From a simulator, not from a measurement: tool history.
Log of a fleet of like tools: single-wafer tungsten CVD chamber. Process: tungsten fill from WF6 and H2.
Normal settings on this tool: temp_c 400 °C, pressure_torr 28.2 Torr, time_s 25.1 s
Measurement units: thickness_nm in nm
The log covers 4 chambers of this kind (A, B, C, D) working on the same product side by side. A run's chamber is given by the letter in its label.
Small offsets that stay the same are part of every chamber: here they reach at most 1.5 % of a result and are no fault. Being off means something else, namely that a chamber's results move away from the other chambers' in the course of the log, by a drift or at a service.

run	hour	temp_c	pressure_torr	time_s	read-back reference wafer on the same gauge, thickness_nm	thickness_nm
1C	7.1	400	28.2	25.1	59.226	70.542
2A	14.7	400	28.2	25.1	59.237	70.728
3B	23.7	400	28.2	25.1	59.195	71.562
4D	33.0	400	28.2	25.1	59.200	71.056
5C	42.2	400	28.2	25.1	59.164	70.526
6B	51.7	400	28.2	25.1	59.180	71.441
7A	64.3	400	28.2	25.1	59.198	70.688
8D	71.6	400	28.2	25.1	59.181	70.942
# hour 82.3: chamber B: thermocouple changed; heater temperature recalibrated
9A	82.9	400	28.2	25.1	59.250	70.753
10B	88.8	400	28.2	25.1	59.209	71.695
# hour 94.7: chamber D: capacitance manometer re-zeroed and calibrated
11D	100.4	400	28.2	25.1	59.211	70.669
12C	107.0	400	28.2	25.1	59.189	70.637
13C	116.9	400	28.2	25.1	59.204	70.735
14B	123.2	400	28.2	25.1	59.157	71.226
15A	129.4	400	28.2	25.1	59.209	70.490
16D	138.0	400	28.2	25.1	59.217	70.459
17D	144.1	400	28.2	25.1	59.229	70.956
18A	154.1	400	25.8	22.8	59.215	61.404
19B	166.0	400	25.8	22.8	59.226	62.140
# hour 167.9: chamber C: thermocouple changed; heater temperature recalibrated
20C	173.4	400	25.8	22.8	59.197	63.405
21C	179.9	400	25.8	22.8	59.225	63.068
22B	187.8	400	28.2	25.1	59.211	71.481
23A	196.3	400	28.2	25.1	59.215	70.777
24D	202.2	393	28.2	25.1	59.202	61.915
25A	212.6	393	28.2	25.1	59.202	62.079
26C	218.6	393	28.2	25.1	59.197	63.824
27D	224.8	393	28.2	25.1	59.180	62.086
28B	233.8	400	28.2	25.1	59.176	71.506
29C	239.6	400	28.2	21.2	59.188	61.217
30D	248.4	400	28.2	21.2	59.202	59.792
31B	256.7	400	28.2	21.2	59.203	60.535
32A	267.5	400	28.2	21.2	59.220	59.851
33A	274.1	400	28.2	25.1	59.215	70.625
34B	284.4	400	28.2	25.1	59.211	71.492
35D	291.7	412	28.2	25.1	59.162	87.162
36C	298.3	412	28.2	25.1	59.163	88.948
37B	304.9	412	28.2	25.1	59.175	88.374
38D	310.6	412	28.2	25.1	59.190	86.904
39C	322.0	400	28.2	25.1	59.234	72.628
40A	331.7	400	28.2	25.1	59.212	70.563
41D	339.1	406	28.2	25.1	59.214	78.596
42A	349.8	406	28.2	25.1	59.184	78.689
43C	358.3	406	28.2	25.1	59.217	80.361
44B	365.2	406	28.2	25.1	59.141	79.929

Has any chamber moved away from the others, gradually or after a service, or does the common gauge drift, or do the chambers differ only by their own small steady offsets? State the chamber and the most likely cause if one applies.

A service on chamber C put it out of line with the rest.
Likeliest cause: wafer temperature above the value expected at the setpoint (K) = 1.45.

Below are 4 candidate recipes for chamber C's next run, each the usual settings with a change, their results shown as question marks. Which of them brings C's results back in line with what the other chambers give on the usual settings?
Counts as in line when no further than this from what the other chambers average on the usual settings: thickness_nm 0.570 nm
45C-1	374.2	401	28.3	25.2		?
45C-2	374.2	399	28.2	25.0		?
45C-3	374.2	400	30.8	25.1		?
45C-4	374.2	400	28.2	24.1		?

Mean of the other chambers on the usual settings: thickness_nm 70.973 nm
run	thickness_nm
45C-1	74.133
45C-2	70.895
45C-3	75.436
45C-4	69.541
The answer is 45C-2, which returns the chamber to within the allowed miss of the others.
